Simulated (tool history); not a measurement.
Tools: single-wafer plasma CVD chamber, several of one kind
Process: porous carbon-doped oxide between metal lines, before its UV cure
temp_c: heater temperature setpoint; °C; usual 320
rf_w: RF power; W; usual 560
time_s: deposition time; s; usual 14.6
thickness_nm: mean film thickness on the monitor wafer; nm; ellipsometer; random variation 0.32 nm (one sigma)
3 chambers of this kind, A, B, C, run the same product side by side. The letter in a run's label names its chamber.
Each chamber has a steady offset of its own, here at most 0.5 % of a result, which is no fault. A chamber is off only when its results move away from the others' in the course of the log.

| run | hour | temp_c | rf_w | time_s | read-back reference wafer on the same gauge, thickness_nm | thickness_nm |
|---|---|---|---|---|---|---|
| 1A | 7.1 | 320 | 560 | 14.6 | 92.752 | 78.431 |
| 2B | 22.2 | 320 | 560 | 14.6 | 92.872 | 78.618 |
| 3C | 30.1 | 320 | 560 | 14.6 | 92.876 | 78.281 |
| 4C | 42.2 | 320 | 560 | 14.6 | 92.833 | 78.533 |
| 5B | 56.4 | 320 | 560 | 14.6 | 92.798 | 78.788 |
| 6A | 69.9 | 320 | 560 | 14.6 | 92.716 | 78.334 |
| 7C | 78.0 | 320 | 560 | 14.6 | 92.834 | 77.952 |
| 8B | 91.2 | 320 | 560 | 14.6 | 92.881 | 78.677 |
| 9A | 98.8 | 320 | 560 | 14.6 | 92.843 | 78.636 |
| 10C | 113.6 | 320 | 560 | 14.6 | 92.721 | 78.526 |
| 11B | 122.7 | 320 | 560 | 14.6 | 92.673 | 78.451 |
| 12A | 131.2 | 320 | 560 | 14.6 | 92.798 | 78.710 |
| 13A | 140.5 | 320 | 560 | 14.6 | 92.760 | 78.615 |
| 14C | 151.1 | 320 | 560 | 14.6 | 92.868 | 78.209 |
| 15B | 164.9 | 320 | 560 | 14.6 | 92.793 | 78.717 |
| 16C | 174.3 | 320 | 560 | 13.6 | 92.817 | 73.127 |
| 17A | 186.3 | 320 | 560 | 13.6 | 92.736 | 73.639 |
| 18B | 198.2 | 320 | 560 | 13.6 | 92.800 | 73.655 |
| 19A | 212.0 | 320 | 560 | 13.3 | 92.911 | 71.749 |
| 20B | 227.0 | 320 | 560 | 13.3 | 92.777 | 71.987 |
| 21C | 237.8 | 320 | 560 | 13.3 | 92.842 | 71.380 |
|  | 247.1 | chamber C: thermocouple changed; heater temperature recalibrated |
| 22A | 248.7 | 320 | 560 | 14.6 | 92.848 | 78.757 |
| 23C | 261.5 | 320 | 560 | 14.6 | 92.845 | 78.364 |
| 24B | 275.6 | 320 | 560 | 14.6 | 92.800 | 78.275 |

Next, every chamber runs the same settings. What will each give?
| 25A | 286.5 | 320 | 560 | 12.9 |  | ? |
| 25B | 286.5 | 320 | 560 | 12.9 |  | ? |
| 25C | 286.5 | 320 | 560 | 12.9 |  | ? |

| run | thickness_nm |
|---|---|
| 25A | 69.979 |
| 25B | 68.853 |
| 25C | 69.503 |
